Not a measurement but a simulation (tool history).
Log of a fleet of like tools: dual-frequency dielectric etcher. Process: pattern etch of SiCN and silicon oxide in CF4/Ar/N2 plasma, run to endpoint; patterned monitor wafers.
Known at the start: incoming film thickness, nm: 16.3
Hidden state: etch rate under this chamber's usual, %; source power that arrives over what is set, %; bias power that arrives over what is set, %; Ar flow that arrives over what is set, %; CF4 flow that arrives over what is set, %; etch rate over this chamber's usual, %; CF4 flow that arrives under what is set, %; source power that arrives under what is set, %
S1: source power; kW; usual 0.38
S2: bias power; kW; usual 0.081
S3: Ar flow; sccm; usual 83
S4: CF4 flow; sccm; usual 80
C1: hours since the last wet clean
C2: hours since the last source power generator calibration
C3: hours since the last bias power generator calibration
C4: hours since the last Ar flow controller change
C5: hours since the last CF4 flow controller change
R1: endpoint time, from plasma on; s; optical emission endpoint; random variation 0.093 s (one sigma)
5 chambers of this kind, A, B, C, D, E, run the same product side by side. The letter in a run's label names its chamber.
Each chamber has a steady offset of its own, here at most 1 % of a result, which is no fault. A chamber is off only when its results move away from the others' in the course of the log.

run	hour	S1	S2	S3	S4	C1	C2	C3	C4	C5	R1
1D	11.6	0.38	0.081	83	80	70.3	779.4	3003.9	1790.7	1687.7	20.096
# hour 13: chamber B: Ar flow controller replaced
2B	20.5	0.38	0.081	83	80	103.9	652.8	216.3	7.6	895	20.065
3C	32.3	0.38	0.081	83	80	542.3	2019.6	415.8	170.4	4081.8	20.233
# hour 33.2: chamber E: Ar flow controller replaced
4A	39.5	0.38	0.081	83	80	179.1	4058.8	2570.1	1655.1	2023.9	20.106
5E	48.6	0.38	0.081	83	80	351.3	975.8	566	15.5	4972.1	19.967
6E	60.4	0.38	0.081	83	80	363.1	987.6	577.8	27.3	4983.9	20.148
7D	67.1	0.38	0.081	83	80	125.8	834.9	3059.4	1846.2	1743.2	20.154
8C	72.5	0.38	0.081	83	80	582.5	2059.8	456	210.6	4122	20.165
9A	81.7	0.38	0.081	83	80	221.3	4101	2612.3	1697.3	2066.1	20.165
10B	91.4	0.46	0.081	83	80	174.8	723.7	287.2	78.5	965.9	16.917
11A	97	0.46	0.081	83	80	236.6	4116.3	2627.6	1712.6	2081.4	17.096
# hour 105.7: chamber C: wet clean of the chamber
12E	106.9	0.46	0.081	83	80	409.6	1034.1	624.3	73.8	5030.4	17.032
13B	115.4	0.46	0.081	83	80	198.8	747.7	311.2	102.5	989.9	16.935
14C	121.9	0.46	0.081	83	80	16.2	2109.2	505.4	260	4171.4	17.161
15D	131.8	0.38	0.081	83	80	190.5	899.6	3124.1	1910.9	1807.9	20.137
# hour 141.9: chamber C: source power generator calibrated
16B	142.4	0.38	0.081	83	80	225.8	774.7	338.2	129.5	1016.9	20.066
17C	148.8	0.38	0.081	83	80	43.1	7	532.3	286.9	4198.3	20.153
18E	158.2	0.38	0.081	83	80	460.9	1085.4	675.6	125.1	5081.7	20.254
19A	167.8	0.38	0.081	83	80	307.4	4187.1	2698.4	1783.4	2152.2	20.242
20D	173.7	0.38	0.081	83	80	232.4	941.5	3166	1952.8	1849.8	20.061
21B	185.4	0.38	0.081	83	80	268.8	817.7	381.2	172.5	1059.9	20.172
22E	195.4	0.38	0.081	83	80	498.1	1122.6	712.8	162.3	5118.9	20.257
23C	202	0.38	0.081	83	80	96.3	60.2	585.5	340.1	4251.5	20.315
# hour 208.2: chamber E: wet clean of the chamber
24A	212.2	0.38	0.081	83	80	351.8	4231.5	2742.8	1827.8	2196.6	20.08
25D	222.2	0.38	0.081	83	80	280.9	990	3214.5	2001.3	1898.3	20.209
26E	229	0.38	0.081	83	80	20.9	1156.2	746.4	195.9	5152.5	20.098
27B	241.1	0.38	0.081	83	80	324.5	873.4	436.9	228.2	1115.6	20.017
28D	249.7	0.38	0.081	83	80	308.4	1017.5	3242	2028.8	1925.8	19.978
29A	257.4	0.38	0.081	83	80	397	4276.7	2788	1873	2241.8	20.232
30C	262.7	0.38	0.081	83	80	157	120.9	646.2	400.8	4312.2	20.186
31E	273.8	0.38	0.081	83	80	65.7	1201	791.2	240.7	5197.3	20.102
32C	280.4	0.38	0.081	83	80	174.7	138.6	663.9	418.5	4329.9	20.282
33B	290	0.38	0.081	83	80	373.4	922.3	485.8	277.1	1164.5	19.883
34A	299.5	0.38	0.081	83	80	439.1	4318.8	2830.1	1915.1	2283.9	20.164
35D	305.7	0.38	0.081	83	80	364.4	1073.5	3298	2084.8	1981.8	20.247
36E	316.7	0.38	0.081	83	80	108.6	1243.9	834.1	283.6	5240.2	19.995
37C	328.6	0.38	0.081	83	80	222.9	186.8	712.1	466.7	4378.1	20.273

Next, every chamber runs the same settings. What will each give?
38A	337.3	0.38	0.081	83	80						?
38B	337.3	0.38	0.081	83	80						?
38C	337.3	0.38	0.081	83	80						?
38D	337.3	0.38	0.081	83	80						?
38E	337.3	0.38	0.081	83	80						?

run	R1
38A	20.329
38B	20.212
38C	20.333
38D	20.278
38E	20.168
